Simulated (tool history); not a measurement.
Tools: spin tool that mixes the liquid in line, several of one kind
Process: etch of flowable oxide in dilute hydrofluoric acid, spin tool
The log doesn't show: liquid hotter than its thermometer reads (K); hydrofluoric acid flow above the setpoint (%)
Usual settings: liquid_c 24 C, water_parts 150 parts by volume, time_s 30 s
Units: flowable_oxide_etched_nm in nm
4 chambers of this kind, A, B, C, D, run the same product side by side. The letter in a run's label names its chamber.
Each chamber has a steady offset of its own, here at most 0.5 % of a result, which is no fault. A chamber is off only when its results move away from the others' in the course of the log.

run   hour  liquid_c  water_parts  time_s  hours since the thermometer was replaced  hours since the hydrofluoric acid flow meter was replaced  read-back film thickness of the flowable oxide reference wafer, read on the same gauge (nm)  flowable_oxide_etched_nm
 1A    2.1        24          150      30                                     721.3                                                     1500.5                                                                                       109.99                    12.963
 2D    4.9        24          150      30                                     605.6                                                     1690.1                                                                                       110.01                    12.989
 3C    8.5        24          150      30                                     864.1                                                      508.6                                                                                       109.98                    12.924
 4B   11.2        24          150      30                                      30.2                                                      654.2                                                                                       110.02                    13.078
 5A   14.7        24          150      30                                     733.9                                                     1513.1                                                                                       110.01                     12.96
 6D   18.4        24          150      30                                     619.1                                                     1703.6                                                                                       110.01                    12.928
 7C   22.9        24          150      30                                     878.5                                                        523                                                                                       109.98                    12.918
 8B   27.4        24          110      45                                      46.4                                                      670.4                                                                                       109.97                    27.508
 9A   31.5        24          110      45                                     750.7                                                     1529.9                                                                                       109.99                    27.579
10D   34.5        24          110      45                                     635.2                                                     1719.7                                                                                       110.01                    27.969
11B     38        24          110      45                                        57                                                        681                                                                                       109.97                    27.596
12C   41.6        24          150      30                                     897.2                                                      541.7                                                                                       110.01                    13.127
13B   44.3        24           85      25                                      63.3                                                      687.3                                                                                       110.03                    20.393
14D   48.5        24           85      25                                     649.2                                                     1733.7                                                                                       109.99                    20.772
15A   52.8        24           85      25                                       772                                                     1551.2                                                                                       110.01                    20.237
16C     57        24           85      25                                     912.6                                                      557.1                                                                                       109.99                    20.507
17C   59.1        24          150      30                                     914.7                                                      559.2                                                                                       110.01                    13.049
18B   61.5      19.5          150      30                                      80.5                                                      704.5                                                                                       109.99                    11.037
19A   63.8      19.5          150      30                                       783                                                     1562.2                                                                                       110.03                    10.883
20D   67.8      19.5          150      30                                     668.5                                                       1753                                                                                       110.04                     10.93
21C     72      19.5          150      30                                     927.6                                                      572.1                                                                                       109.98                    11.001
22B   75.1        24          150      30                                      94.1                                                      718.1                                                                                       109.98                    12.991
23D   78.9        21          150      15                                     679.6                                                     1764.1                                                                                       110.02                    5.7624
24A     83        21          150      15                                     802.2                                                     1581.4                                                                                       110.03                    5.7253
25D   86.6        21          150      15                                     687.3                                                     1771.8                                                                                       110.05                    5.7704
26B   89.9        21          150      15                                     108.9                                                      732.9                                                                                       109.98                    5.8076
27A   93.3        24          150      30                                     812.5                                                     1591.7                                                                                       110.03                    13.038
28C   97.5        24          150      30                                     953.1                                                      597.6                                                                                          110                    13.076
29C  100.4        24          150      30                                       956                                                      600.5                                                                                       109.99                    12.929
30B  104.4        24          150      30                                     123.4                                                      747.4                                                                                       110.01                    12.941
31D  108.7        24          150      30                                     709.4                                                     1793.9                                                                                       109.97                    13.034
32A  110.9        24          150      30                                     830.1                                                     1609.3                                                                                       110.04                    13.009
33B  115.5        24          150      45                                     134.5                                                      758.5                                                                                       109.98                    19.404

What goes on in this fleet: one chamber off, a drifting gauge, or nothing beyond the chambers' own small offsets? Name the chamber and the cause, if any.

No chamber stands off beyond its own small offset, and the gauge holds steady.
